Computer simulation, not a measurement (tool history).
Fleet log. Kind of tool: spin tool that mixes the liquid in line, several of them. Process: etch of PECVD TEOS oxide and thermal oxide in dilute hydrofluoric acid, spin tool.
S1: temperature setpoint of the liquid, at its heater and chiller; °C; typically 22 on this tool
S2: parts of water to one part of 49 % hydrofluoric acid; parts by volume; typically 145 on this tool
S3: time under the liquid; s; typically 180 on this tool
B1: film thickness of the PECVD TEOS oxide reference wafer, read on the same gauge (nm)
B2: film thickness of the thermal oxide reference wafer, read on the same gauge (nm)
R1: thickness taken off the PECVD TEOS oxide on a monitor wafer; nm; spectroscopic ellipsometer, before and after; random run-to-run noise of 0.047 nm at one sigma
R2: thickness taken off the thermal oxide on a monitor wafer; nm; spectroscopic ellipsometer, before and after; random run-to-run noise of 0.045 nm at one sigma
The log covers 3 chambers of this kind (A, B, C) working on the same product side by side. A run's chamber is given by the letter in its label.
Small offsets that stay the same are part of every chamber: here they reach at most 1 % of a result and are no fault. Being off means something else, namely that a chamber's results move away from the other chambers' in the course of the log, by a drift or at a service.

{"run": "1C", "hour": 6.3, "S1": 22, "S2": 145, "S3": 180, "B1": 39.985, "B2": 40.039, "R1": 10.737, "R2": 4.9832}
{"run": "2A", "hour": 16.2, "S1": 22, "S2": 145, "S3": 180, "B1": 40.0, "B2": 39.995, "R1": 10.765, "R2": 4.9988}
{"run": "3B", "hour": 26.6, "S1": 22, "S2": 145, "S3": 180, "B1": 40.017, "B2": 39.978, "R1": 10.853, "R2": 5.0059}
{"run": "4B", "hour": 35.5, "S1": 22, "S2": 145, "S3": 180, "B1": 39.999, "B2": 39.981, "R1": 10.88, "R2": 5.0331}
{"run": "5C", "hour": 46.2, "S1": 22, "S2": 145, "S3": 180, "B1": 39.973, "B2": 40.001, "R1": 10.814, "R2": 4.9677}
{"run": "6A", "hour": 52.3, "S1": 22, "S2": 145, "S3": 180, "B1": 40.009, "B2": 39.98, "R1": 10.776, "R2": 5.0038}
{"run": "7C", "hour": 62.3, "S1": 22, "S2": 95, "S3": 100, "B1": 40.009, "B2": 40.008, "R1": 9.683, "R2": 4.4027}
{"hour": 72.2, "done": "chamber C: hydrofluoric acid flow meter replaced"}
{"run": "8A", "hour": 72.5, "S1": 22, "S2": 95, "S3": 100, "B1": 40.001, "B2": 40.015, "R1": 9.5852, "R2": 4.5029}
{"run": "9B", "hour": 80.0, "S1": 22, "S2": 95, "S3": 100, "B1": 40.01, "B2": 39.993, "R1": 9.7607, "R2": 4.4633}
{"run": "10B", "hour": 90.0, "S1": 22, "S2": 145, "S3": 180, "B1": 40.018, "B2": 39.993, "R1": 10.887, "R2": 4.9916}
{"run": "11A", "hour": 98.3, "S1": 18, "S2": 145, "S3": 180, "B1": 39.996, "B2": 39.989, "R1": 9.1358, "R2": 4.3174}
{"run": "12C", "hour": 103.3, "S1": 18, "S2": 145, "S3": 180, "B1": 39.984, "B2": 40.019, "R1": 9.2085, "R2": 4.2532}
{"run": "13A", "hour": 108.2, "S1": 18, "S2": 145, "S3": 180, "B1": 39.994, "B2": 39.996, "R1": 9.1873, "R2": 4.3241}
{"run": "14C", "hour": 117.6, "S1": 22, "S2": 145, "S3": 180, "B1": 39.993, "B2": 40.008, "R1": 10.761, "R2": 4.9484}
{"run": "15B", "hour": 127.2, "S1": 22, "S2": 145, "S3": 180, "B1": 39.981, "B2": 40.007, "R1": 10.885, "R2": 5.0615}
{"run": "16A", "hour": 137.0, "S1": 22, "S2": 145, "S3": 180, "B1": 40.01, "B2": 39.975, "R1": 10.728, "R2": 5.054}
{"run": "17B", "hour": 145.9, "S1": 22, "S2": 145, "S3": 180, "B1": 39.993, "B2": 40.01, "R1": 10.851, "R2": 4.9295}
{"run": "18C", "hour": 150.6, "S1": 22, "S2": 145, "S3": 180, "B1": 39.999, "B2": 39.992, "R1": 10.69, "R2": 4.9266}
{"run": "19B", "hour": 161.4, "S1": 22, "S2": 145, "S3": 180, "B1": 40.0, "B2": 40.012, "R1": 10.919, "R2": 4.9083}
{"run": "20A", "hour": 169.3, "S1": 22, "S2": 145, "S3": 180, "B1": 39.999, "B2": 39.997, "R1": 10.743, "R2": 4.9652}

Decide between three cases: one chamber stands off from its peers, the gauge reading all wafers drifts, or nothing is wrong past each chamber's small offset. Where a chamber is off, say which and what most likely put it there.

No chamber stands off beyond its own small offset, and the gauge holds steady.
